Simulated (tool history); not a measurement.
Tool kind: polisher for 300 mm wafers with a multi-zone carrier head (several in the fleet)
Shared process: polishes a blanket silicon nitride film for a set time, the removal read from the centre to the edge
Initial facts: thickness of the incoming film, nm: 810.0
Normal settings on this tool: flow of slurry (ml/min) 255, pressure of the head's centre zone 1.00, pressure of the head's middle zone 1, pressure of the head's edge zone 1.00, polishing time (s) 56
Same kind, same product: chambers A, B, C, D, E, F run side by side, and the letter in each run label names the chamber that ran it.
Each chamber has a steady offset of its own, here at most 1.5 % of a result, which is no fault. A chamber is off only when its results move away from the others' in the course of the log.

| run | hour | flow of slurry (ml/min) | pressure of the head's centre zone | pressure of the head's middle zone | pressure of the head's edge zone | polishing time (s) | film removed at the wafer's centre (Å) | film removed at mid-radius (Å) | film removed at the wafer's edge (Å) |
|---|---|---|---|---|---|---|---|---|---|
|  | 0.2 | chamber F: centre zone pressure recalibrated |
| 1D | 2.6 | 255 | 1.00 | 1 | 1.00 | 56 | 1176.20 | 1166.90 | 1214.90 |
| 2C | 5.1 | 255 | 1.00 | 1 | 1.00 | 56 | 1182.70 | 1199.70 | 1213.70 |
| 3F | 10.2 | 255 | 1.00 | 1 | 1.00 | 56 | 1180.60 | 1173.40 | 1184.10 |
|  | 12.3 | chamber A: worn pad replaced by a new one |
| 4E | 14.0 | 255 | 1.00 | 1 | 1.00 | 56 | 1195.90 | 1176.70 | 1182.90 |
|  | 15.2 | chamber B: slurry nozzle cleaned |
| 5B | 19.3 | 255 | 1.00 | 1 | 1.00 | 56 | 1202.40 | 1166.30 | 1183.70 |
|  | 20.2 | chamber F: worn pad replaced by a new one |
|  | 23.0 | chamber C: worn pad replaced by a new one |
| 6A | 23.4 | 255 | 1.00 | 1 | 1.00 | 56 | 1190.40 | 1191.10 | 1191.00 |
| 7D | 27.8 | 255 | 1.00 | 1 | 1.00 | 56 | 1184.60 | 1190.50 | 1220.70 |
| 8C | 33.0 | 255 | 1.00 | 1 | 1.00 | 56 | 1188.10 | 1192.90 | 1176.80 |
| 9E | 35.5 | 255 | 1.00 | 1 | 1.00 | 56 | 1171.90 | 1170.30 | 1194.10 |
| 10F | 39.8 | 175 | 1.00 | 1 | 0.91 | 56 | 1146.90 | 1121.20 | 1097.20 |
| 11A | 42.1 | 175 | 1.00 | 1 | 0.91 | 56 | 1111.00 | 1118.00 | 1073.50 |
| 12B | 44.7 | 175 | 1.00 | 1 | 0.91 | 56 | 1123.10 | 1114.40 | 1081.10 |
|  | 46.6 | chamber A: centre zone pressure recalibrated |
| 13F | 47.4 | 175 | 1.00 | 1 | 0.91 | 56 | 1135.60 | 1133.80 | 1108.60 |
| 14E | 51.8 | 175 | 1.00 | 1 | 0.91 | 56 | 1130.60 | 1118.40 | 1067.20 |
| 15C | 55.0 | 175 | 1.00 | 1 | 0.91 | 56 | 1116.10 | 1145.10 | 1086.50 |
| 16D | 59.7 | 255 | 1.00 | 1 | 1.00 | 37 | 783.94 | 777.26 | 788.72 |
| 17A | 63.6 | 255 | 1.00 | 1 | 1.00 | 37 | 884.02 | 789.01 | 773.32 |
| 18B | 66.3 | 255 | 1.00 | 1 | 1.00 | 37 | 797.01 | 775.10 | 787.35 |
| 19C | 71.1 | 255 | 1.00 | 1 | 1.00 | 37 | 804.33 | 800.77 | 792.92 |
|  | 71.9 | chamber B: centre zone pressure recalibrated |
| 20F | 74.8 | 255 | 1.00 | 1 | 1.00 | 37 | 798.66 | 777.12 | 792.25 |
|  | 76.0 | chamber D: slurry nozzle cleaned |
| 21E | 80.0 | 255 | 1.00 | 1 | 1.00 | 37 | 785.41 | 780.16 | 793.45 |
|  | 80.7 | chamber A: worn pad replaced by a new one |
| 22D | 84.3 | 255 | 1.00 | 1 | 1.00 | 69 | 1454.60 | 1459.30 | 1436.60 |
| 23B | 86.6 | 255 | 1.00 | 1 | 1.00 | 69 | 1469.40 | 1451.30 | 1468.80 |
|  | 88.3 | chamber B: worn pad replaced by a new one |
| 24A | 89.1 | 255 | 1.00 | 1 | 1.00 | 69 | 1686.50 | 1447.80 | 1466.20 |
|  | 89.7 | chamber A: slurry nozzle cleaned |
| 25D | 92.0 | 255 | 1.00 | 1 | 1.00 | 69 | 1454.10 | 1463.60 | 1476.00 |
| 26E | 95.4 | 255 | 1.00 | 1 | 1.00 | 69 | 1465.70 | 1457.50 | 1440.60 |
| 27B | 98.3 | 255 | 1.00 | 1 | 1.00 | 69 | 1440.90 | 1450.20 | 1426.80 |
| 28C | 101.6 | 255 | 1.00 | 1 | 1.00 | 56 | 1188.00 | 1200.40 | 1181.60 |
|  | 104.6 | chamber F: worn pad replaced by a new one |
| 29A | 105.2 | 255 | 1.00 | 1 | 1.00 | 56 | 1328.40 | 1188.20 | 1161.60 |
| 30F | 110.5 | 255 | 1.00 | 1 | 1.00 | 56 | 1210.70 | 1182.80 | 1203.20 |
|  | 111.7 | chamber E: worn pad replaced by a new one |
| 31A | 114.2 | 255 | 1.04 | 1 | 1.00 | 48 | 1200.60 | 1019.30 | 1004.20 |
| 32E | 118.8 | 255 | 1.04 | 1 | 1.00 | 48 | 1062.50 | 1008.20 | 1001.60 |
| 33B | 121.7 | 255 | 1.04 | 1 | 1.00 | 48 | 1057.30 | 1002.90 | 1012.70 |
| 34C | 126.1 | 255 | 1.04 | 1 | 1.00 | 48 | 1061.60 | 1025.30 | 1038.10 |
| 35F | 128.6 | 255 | 1.04 | 1 | 1.00 | 48 | 1091.80 | 1018.90 | 1047.00 |
|  | 128.9 | chamber D: worn pad replaced by a new one |
| 36D | 132.7 | 255 | 1.04 | 1 | 1.00 | 48 | 1078.60 | 1021.70 | 1029.30 |
| 37F | 135.1 | 255 | 1.00 | 1 | 1.00 | 56 | 1216.80 | 1176.60 | 1172.00 |
| 38D | 137.5 | 255 | 1.00 | 1 | 1.00 | 56 | 1208.10 | 1183.60 | 1176.60 |
| 39C | 141.0 | 255 | 1.00 | 1 | 1.00 | 56 | 1225.60 | 1189.20 | 1199.60 |
| 40B | 145.7 | 255 | 1.00 | 1 | 1.00 | 47 | 996.37 | 984.23 | 1004.50 |

For the next run the whole fleet of 6 chambers uses the same settings. Give each chamber's results:
| 41A | 149.5 | 255 | 1.00 | 1 | 1.00 | 56 | ? | ? | ? |
| 41B | 149.5 | 255 | 1.00 | 1 | 1.00 | 56 | ? | ? | ? |
| 41C | 149.5 | 255 | 1.00 | 1 | 1.00 | 56 | ? | ? | ? |
| 41D | 149.5 | 255 | 1.00 | 1 | 1.00 | 56 | ? | ? | ? |
| 41E | 149.5 | 255 | 1.00 | 1 | 1.00 | 56 | ? | ? | ? |
| 41F | 149.5 | 255 | 1.00 | 1 | 1.00 | 56 | ? | ? | ? |

| run | film removed at the wafer's centre (Å) | film removed at mid-radius (Å) | film removed at the wafer's edge (Å) |
|---|---|---|---|
| 41A | 1338.10 | 1198.80 | 1173.20 |
| 41B | 1194.00 | 1168.40 | 1203.10 |
| 41C | 1179.80 | 1204.50 | 1209.00 |
| 41D | 1182.90 | 1179.20 | 1193.20 |
| 41E | 1187.80 | 1175.80 | 1173.30 |
| 41F | 1197.00 | 1173.00 | 1180.70 |

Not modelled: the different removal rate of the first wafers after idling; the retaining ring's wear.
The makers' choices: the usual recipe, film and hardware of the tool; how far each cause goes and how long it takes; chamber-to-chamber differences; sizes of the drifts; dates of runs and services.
